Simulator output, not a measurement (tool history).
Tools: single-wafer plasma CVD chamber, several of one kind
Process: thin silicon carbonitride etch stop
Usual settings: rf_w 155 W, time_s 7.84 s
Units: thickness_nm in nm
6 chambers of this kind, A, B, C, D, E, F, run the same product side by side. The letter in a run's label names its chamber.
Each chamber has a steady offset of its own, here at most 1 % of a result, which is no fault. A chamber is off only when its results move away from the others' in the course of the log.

| run | hour | rf_w | time_s | hours since the last thermocouple change | hours since the last RF generator calibration | read-back reference wafer on the same gauge, thickness_nm | thickness_nm |
|---|---|---|---|---|---|---|---|
| 1C | 3.6 | 155 | 7.84 | 698.2 | 1987.4 | 4.0332 | 4.1509 |
| 2F | 5.7 | 155 | 7.84 | 936.1 | 796.2 | 4.0314 | 4.1215 |
|  | 8.2 | chamber F: RF generator calibrated |
| 3A | 9.7 | 155 | 7.84 | 1354.1 | 1140.8 | 4.0313 | 4.1586 |
| 4B | 12.8 | 155 | 7.84 | 1277.6 | 964.9 | 4.0345 | 4.1259 |
| 5E | 16.6 | 155 | 7.84 | 552 | 1315.1 | 4.0348 | 4.1484 |
| 6D | 20.9 | 155 | 7.84 | 647.4 | 805.9 | 4.0341 | 4.1042 |
| 7C | 24.9 | 155 | 7.84 | 719.5 | 2008.7 | 4.0362 | 4.164 |
| 8D | 27.7 | 155 | 7.84 | 654.2 | 812.7 | 4.0351 | 4.0991 |
| 9A | 30.2 | 180 | 8.94 | 1374.6 | 1161.3 | 4.0355 | 4.9519 |
| 10E | 34.5 | 180 | 8.94 | 569.9 | 1333 | 4.0355 | 4.9626 |
| 11B | 38.5 | 180 | 8.94 | 1303.3 | 990.6 | 4.0367 | 4.9215 |
| 12F | 41.5 | 180 | 8.94 | 971.9 | 33.3 | 4.0391 | 4.9202 |
| 13C | 46 | 180 | 8.94 | 740.6 | 2029.8 | 4.0391 | 4.9625 |
| 14B | 50.5 | 180 | 8.94 | 1315.3 | 1002.6 | 4.0403 | 4.9355 |
| 15D | 54.4 | 155 | 7.84 | 680.9 | 839.4 | 4.0408 | 4.1152 |
| 16F | 57.3 | 155 | 7.84 | 987.7 | 49.1 | 4.0411 | 4.1258 |
| 17A | 61.7 | 155 | 7.84 | 1406.1 | 1192.8 | 4.0411 | 4.1741 |
| 18E | 65.6 | 155 | 7.84 | 601 | 1364.1 | 4.0423 | 4.1642 |
| 19B | 69.3 | 155 | 7.84 | 1334.1 | 1021.4 | 4.0434 | 4.1272 |
| 20E | 73.5 | 155 | 7.84 | 608.9 | 1372 | 4.0439 | 4.147 |
| 21F | 76 | 155 | 7.84 | 1006.4 | 67.8 | 4.0464 | 4.1257 |
| 22C | 79.7 | 155 | 7.84 | 774.3 | 2063.5 | 4.0444 | 4.1668 |
| 23A | 82.5 | 155 | 7.84 | 1426.9 | 1213.6 | 4.0446 | 4.1587 |
| 24D | 84.5 | 155 | 7.84 | 711 | 869.5 | 4.0477 | 4.124 |
| 25C | 88.5 | 155 | 7.84 | 783.1 | 2072.3 | 4.0459 | 4.1537 |
| 26D | 91.4 | 155 | 7.84 | 717.9 | 876.4 | 4.0476 | 4.1181 |
| 27A | 93.4 | 155 | 7.84 | 1437.8 | 1224.5 | 4.0481 | 4.1731 |
| 28B | 95.9 | 155 | 7.84 | 1360.7 | 1048 | 4.0479 | 4.1281 |
| 29F | 98.4 | 180 | 9.1 | 1028.8 | 90.2 | 4.0495 | 5.0226 |
| 30E | 100.8 | 180 | 9.1 | 636.2 | 1399.3 | 4.0482 | 5.0666 |
| 31C | 104.7 | 180 | 9.1 | 799.3 | 2088.5 | 4.0501 | 5.0631 |
| 32E | 107.3 | 180 | 9.1 | 642.7 | 1405.8 | 4.0502 | 5.0472 |
| 33F | 109.9 | 180 | 9.1 | 1040.3 | 101.7 | 4.0508 | 5.0263 |
| 34B | 114.4 | 180 | 9.1 | 1379.2 | 1066.5 | 4.053 | 5.0455 |
| 35A | 117.6 | 155 | 7.84 | 1462 | 1248.7 | 4.0514 | 4.1764 |
| 36D | 120.1 | 155 | 7.84 | 746.6 | 905.1 | 4.0526 | 4.1297 |
| 37F | 122.5 | 155 | 7.84 | 1052.9 | 114.3 | 4.0525 | 4.1458 |
| 38C | 124.7 | 155 | 7.84 | 819.3 | 2108.5 | 4.0543 | 4.1726 |
| 39D | 128.7 | 155 | 7.84 | 755.2 | 913.7 | 4.0544 | 4.1138 |
| 40A | 132 | 145 | 7.84 | 1476.4 | 1263.1 | 4.055 | 4.0818 |
| 41B | 134.3 | 145 | 7.84 | 1399.1 | 1086.4 | 4.058 | 4.0685 |
| 42E | 136.8 | 145 | 7.84 | 672.2 | 1435.3 | 4.0553 | 4.0933 |

Next, every chamber runs the same settings. What will each give?
| 43A | 140.1 | 155 | 6.96 |  |  |  | ? |
| 43B | 140.1 | 155 | 6.96 |  |  |  | ? |
| 43C | 140.1 | 155 | 6.96 |  |  |  | ? |
| 43D | 140.1 | 155 | 6.96 |  |  |  | ? |
| 43E | 140.1 | 155 | 6.96 |  |  |  | ? |
| 43F | 140.1 | 155 | 6.96 |  |  |  | ? |

| run | thickness_nm |
|---|---|
| 43A | 3.7177 |
| 43B | 3.6866 |
| 43C | 3.7036 |
| 43D | 3.6541 |
| 43E | 3.7059 |
| 43F | 3.6782 |

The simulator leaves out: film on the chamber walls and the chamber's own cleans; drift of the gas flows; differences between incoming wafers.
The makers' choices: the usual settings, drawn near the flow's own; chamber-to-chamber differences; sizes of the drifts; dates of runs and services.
